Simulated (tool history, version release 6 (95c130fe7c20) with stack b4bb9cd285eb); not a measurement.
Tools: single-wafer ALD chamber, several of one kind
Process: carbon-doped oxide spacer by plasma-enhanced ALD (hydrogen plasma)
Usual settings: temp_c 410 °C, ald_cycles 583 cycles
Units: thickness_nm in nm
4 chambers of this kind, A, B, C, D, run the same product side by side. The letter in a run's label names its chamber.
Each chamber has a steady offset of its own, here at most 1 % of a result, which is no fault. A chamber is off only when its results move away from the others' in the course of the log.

run	day	temp_c	ald_cycles	hours since the last thermocouple change	read-back reference wafer on the same gauge, thickness_nm	thickness_nm
1A	0.371	410	583	1079.6	26.894	28.429
2B	0.796	410	583	211.5	26.906	28.518
3C	1.288	410	583	1089.5	26.914	28.473
4D	1.746	410	583	521.1	26.922	28.400
5D	2.171	410	583	531.3	26.930	28.388
6B	2.479	410	583	251.9	26.925	28.497
7A	2.996	410	583	1142.6	26.926	28.476
8C	3.404	410	583	1140.3	26.941	28.592
9D	4.000	418	583	575.2	26.942	27.725
10C	4.562	418	583	1168.1	26.957	27.802
11B	4.896	418	583	309.9	26.962	27.842
12A	5.412	418	583	1200.6	26.974	27.734
13C	5.921	410	583	1200.7	26.969	28.527
14A	6.267	410	583	1221.1	26.963	28.498
15D	6.612	410	583	637.9	26.981	28.493
16B	7.142	410	583	363.8	26.994	28.553
17C	7.462	410	583	1237.7	27.008	28.486
18B	7.762	404	646	378.7	26.992	32.269
19A	8.133	404	646	1265.9	27.001	32.248
20D	8.404	404	646	680.9	27.011	32.199
21A	8.671	404	646	1278.8	27.015	32.163
# day 8.904: chamber C: thermocouple changed; heater temperature recalibrated
22B	9.279	410	476	415.1	27.008	23.292
23D	9.704	410	476	712.1	27.023	23.291
24C	10.021	410	476	26.9	27.025	23.395
25C	10.504	410	476	38.5	27.022	23.398
26A	11.067	410	583	1336.3	27.046	28.599
27B	11.354	410	583	464.9	27.049	28.597
28D	11.788	410	583	762.1	27.043	28.490
29B	12.267	410	583	486.8	27.050	28.576

Next, every chamber runs the same settings. What will each give?
30A	12.708	410	618			?
30B	12.708	410	618			?
30C	12.708	410	618			?
30D	12.708	410	618			?

run	thickness_nm
30A	30.365
30B	30.357
30C	30.268
30D	30.233
